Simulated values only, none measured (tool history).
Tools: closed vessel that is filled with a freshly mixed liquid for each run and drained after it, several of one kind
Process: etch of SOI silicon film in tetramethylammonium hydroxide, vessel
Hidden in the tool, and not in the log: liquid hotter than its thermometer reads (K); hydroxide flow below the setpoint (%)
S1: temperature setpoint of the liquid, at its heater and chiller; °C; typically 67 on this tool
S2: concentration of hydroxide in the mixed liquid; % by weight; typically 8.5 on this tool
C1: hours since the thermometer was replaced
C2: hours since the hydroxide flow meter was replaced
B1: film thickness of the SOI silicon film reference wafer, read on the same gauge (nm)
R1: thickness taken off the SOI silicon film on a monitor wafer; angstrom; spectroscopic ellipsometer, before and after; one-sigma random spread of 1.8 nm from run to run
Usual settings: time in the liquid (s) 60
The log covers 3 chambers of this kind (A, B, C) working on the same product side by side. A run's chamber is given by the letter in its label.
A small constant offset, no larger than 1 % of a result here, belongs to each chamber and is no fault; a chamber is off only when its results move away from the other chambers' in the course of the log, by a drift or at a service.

run 1C day=0.192 | S1=67 S2=8.5 time_in_the_liquid_(s)=60 | C1=918.3 C2=1133.6 | B1=79.986 | R1=3819.2
run 2A day=0.383 | S1=67 S2=8.5 time_in_the_liquid_(s)=60 | C1=856.6 C2=2057.8 | B1=79.994 | R1=3781.1
run 3B day=0.500 | S1=67 S2=8.5 time_in_the_liquid_(s)=60 | C1=1482.8 C2=2078.8 | B1=79.996 | R1=3791.0
run 4B day=0.608 | S1=67 S2=8.5 time_in_the_liquid_(s)=60 | C1=1485.4 C2=2081.4 | B1=79.991 | R1=3792.1
run 5A day=0.829 | S1=64 S2=8.5 time_in_the_liquid_(s)=30 | C1=867.3 C2=2068.5 | B1=79.982 | R1=1576.0
run 6C day=1.029 | S1=64 S2=8.5 time_in_the_liquid_(s)=30 | C1=938.4 C2=1153.7 | B1=80.012 | R1=1591.3
run 7C day=1.171 | S1=64 S2=8.5 time_in_the_liquid_(s)=30 | C1=941.8 C2=1157.1 | B1=79.976 | R1=1591.0
run 8B day=1.300 | S1=67 S2=8.5 time_in_the_liquid_(s)=60 | C1=1502.0 C2=2098.0 | B1=79.975 | R1=3786.5
run 9A day=1.525 | S1=64 S2=8.5 time_in_the_liquid_(s)=85 | C1=884.0 C2=2085.2 | B1=79.993 | R1=4533.4
run 10B day=1.717 | S1=64 S2=8.5 time_in_the_liquid_(s)=85 | C1=1512.0 C2=2108.0 | B1=80.019 | R1=4556.4
run 11C day=1.917 | S1=64 S2=8.5 time_in_the_liquid_(s)=85 | C1=959.7 C2=1175.0 | B1=80.002 | R1=4490.7
run 12A day=2.029 | S1=67 S2=8.5 time_in_the_liquid_(s)=60 | C1=896.1 C2=2097.3 | B1=79.980 | R1=3799.1
run 13C day=2.208 | S1=67 S2=8.5 time_in_the_liquid_(s)=60 | C1=966.7 C2=1182.0 | B1=80.007 | R1=3822.8
run 14B day=2.417 | S1=67 S2=8.5 time_in_the_liquid_(s)=60 | C1=1528.8 C2=2124.8 | B1=79.998 | R1=3858.8
run 15A day=2.529 | S1=67 S2=8.5 time_in_the_liquid_(s)=60 | C1=908.1 C2=2109.3 | B1=80.029 | R1=3819.3
run 16C day=2.625 | S1=67 S2=8.5 time_in_the_liquid_(s)=60 | C1=976.7 C2=1192.0 | B1=80.020 | R1=3819.2
-- day=2.688 chamber B: hydroxide flow meter replaced
run 17B day=2.746 | S1=67 S2=8.5 time_in_the_liquid_(s)=60 | C1=1536.7 C2=1.4 | B1=79.984 | R1=3848.1
run 18A day=2.871 | S1=67 S2=8.5 time_in_the_liquid_(s)=60 | C1=916.3 C2=2117.5 | B1=80.000 | R1=3821.0
run 19A day=3.071 | S1=67 S2=8.5 time_in_the_liquid_(s)=60 | C1=921.1 C2=2122.3 | B1=80.017 | R1=3820.6
run 20B day=3.288 | S1=67 S2=8.5 time_in_the_liquid_(s)=60 | C1=1549.7 C2=14.4 | B1=79.995 | R1=3872.4
run 21C day=3.508 | S1=67 S2=8.5 time_in_the_liquid_(s)=60 | C1=997.9 C2=1213.2 | B1=80.001 | R1=3796.2
run 22C day=3.625 | S1=67 S2=8.5 time_in_the_liquid_(s)=60 | C1=1000.7 C2=1216.0 | B1=80.013 | R1=3796.1
run 23B day=3.829 | S1=67 S2=8.5 time_in_the_liquid_(s)=60 | C1=1562.7 C2=27.4 | B1=79.989 | R1=3912.9
run 24A day=3.971 | S1=67 S2=8.5 time_in_the_liquid_(s)=60 | C1=942.7 C2=2143.9 | B1=80.003 | R1=3808.0
run 25C day=4.117 | S1=67 S2=8.5 time_in_the_liquid_(s)=60 | C1=1012.5 C2=1227.8 | B1=79.994 | R1=3831.3
run 26A day=4.317 | S1=67 S2=8.5 time_in_the_liquid_(s)=60 | C1=951.0 C2=2152.2 | B1=79.986 | R1=3801.1
run 27B day=4.438 | S1=67 S2=8.5 time_in_the_liquid_(s)=60 | C1=1577.3 C2=42.0 | B1=80.012 | R1=3940.8
run 28C day=4.588 | S1=67 S2=8.5 time_in_the_liquid_(s)=60 | C1=1023.8 C2=1239.1 | B1=80.008 | R1=3823.3
run 29B day=4.779 | S1=67 S2=8.5 time_in_the_liquid_(s)=80 | C1=1585.5 C2=50.2 | B1=80.010 | R1=5268.4
run 30A day=4.929 | S1=67 S2=8.5 time_in_the_liquid_(s)=80 | C1=965.7 C2=2166.9 | B1=80.015 | R1=5055.1
run 31A day=5.112 | S1=67 S2=8.5 time_in_the_liquid_(s)=80 | C1=970.1 C2=2171.3 | B1=80.004 | R1=5082.3
run 32C day=5.225 | S1=67 S2=8.5 time_in_the_liquid_(s)=60 | C1=1039.1 C2=1254.4 | B1=79.988 | R1=3840.1

Each of the 3 chambers runs these same settings next. Fill in every chamber's results:
run 33A day=5.388 | S1=64 S2=8.5 time_in_the_liquid_(s)=60 | R1=?
run 33B day=5.388 | S1=64 S2=8.5 time_in_the_liquid_(s)=60 | R1=?
run 33C day=5.388 | S1=64 S2=8.5 time_in_the_liquid_(s)=60 | R1=?

run=33A R1=3200.4
run=33B R1=3311.4
run=33C R1=3196.9
